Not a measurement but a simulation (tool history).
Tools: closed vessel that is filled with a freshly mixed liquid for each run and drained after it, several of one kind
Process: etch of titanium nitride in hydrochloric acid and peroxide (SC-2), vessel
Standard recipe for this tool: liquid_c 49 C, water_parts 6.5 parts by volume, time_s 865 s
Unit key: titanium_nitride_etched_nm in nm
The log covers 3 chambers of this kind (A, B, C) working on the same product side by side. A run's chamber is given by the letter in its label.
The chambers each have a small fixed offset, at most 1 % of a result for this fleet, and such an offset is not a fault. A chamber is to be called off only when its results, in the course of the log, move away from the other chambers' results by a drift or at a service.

run	hour	liquid_c	water_parts	time_s	read-back film thickness of the titanium nitride reference wafer, read on the same gauge (nm)	titanium_nitride_etched_nm
1C	8.3	49	6.5	865	80.001	27.595
2A	21.4	49	6.5	865	80.011	27.614
# hour 25.5: chamber C: new drum of peroxide connected
3B	30.2	49	6.5	865	80.007	27.883
4A	41.3	49	6.5	865	80.008	27.857
5C	55.5	49	6.5	865	79.999	27.609
6B	63.5	49	6.5	865	79.982	27.71
7A	75.7	49	6.5	865	79.999	27.85
8C	85.5	49	6.5	865	80.004	27.517
9B	99.6	49	6.5	865	80.014	27.865
10C	108.5	49	6.5	865	79.995	27.752
11A	116.5	49	6.5	390	80.02	12.523
12B	124.9	49	6.5	390	79.984	12.561
13A	133.7	49	6.5	390	80.006	12.528
# hour 145.6: chamber A: thermometer replaced
14C	147.8	49	6.5	865	80.009	27.651
15B	162.9	49	6.5	865	79.991	27.652
16B	176.6	49	4	1175	80.014	53.158
17C	191	49	4	1175	80.008	53.541
# hour 194.7: chamber C: chemicals flow meter replaced
18A	201.8	49	4	1175	79.988	54.2
19A	209.7	49	6.5	865	79.995	28.202
20C	218.3	49	6.5	865	80.028	27.743
21B	227.1	49	6.5	865	79.999	27.858
22B	237.6	49	4	865	80.005	39.022
23C	248.4	49	4	865	79.988	39.601
24A	257.1	49	4	865	80.023	39.857
25C	266.7	49	6.5	865	80	27.633
26A	281.5	49	6.5	865	80.018	28.411
27B	288.9	49	6.5	865	80.007	27.7
28C	296.7	49	6.5	865	80.014	27.833
29B	311	49	6.5	865	79.991	27.863
30A	323.3	49	6.5	865	79.983	28.561
31B	335.8	49	6.5	865	80.023	27.626
# hour 348.3: chamber B: chemicals flow meter replaced
32A	349.7	49	6.5	865	79.981	28.533
33C	358.2	49	6.5	865	80.009	27.882
34A	366.9	49	6.5	865	80.007	28.678
35B	380.9	49	6.5	865	79.999	27.821
36C	388.3	49	6.5	865	79.987	27.617
37A	399.8	49	6.5	865	79.993	28.649
38B	411.5	49	6.5	865	80.015	27.776
39C	421.7	49	6.5	865	79.99	27.771

Has any chamber moved away from the others, gradually or after a service, or does the common gauge drift, or do the chambers differ only by their own small steady offsets? State the chamber and the most likely cause if one applies.

One chamber, A, drifts off from the rest bit by bit.
Likeliest cause: chemicals flow above the setpoint (%) = 5.34.

Chamber A could run next with any of the 4 candidate recipes listed below; each alters the usual settings, and their results appear as question marks. Which one brings its results back in line with what the other chambers deliver on the usual settings?
In-line tolerance around the mean of the other chambers on the usual settings: titanium_nitride_etched_nm 0.39 nm
40A-1	432.5	49	6.5	830		?
40A-2	432.5	49	6.5	900		?
40A-3	432.5	49	6.5	855		?
40A-4	432.5	49	6.5	875		?

The mean the other chambers reach with the usual settings: titanium_nitride_etched_nm 27.744 nm
run	titanium_nitride_etched_nm
40A-1	27.736
40A-2	30.075
40A-3	28.571
40A-4	29.24
The right change is 40A-1: it brings the chamber back within the allowed miss of the others.
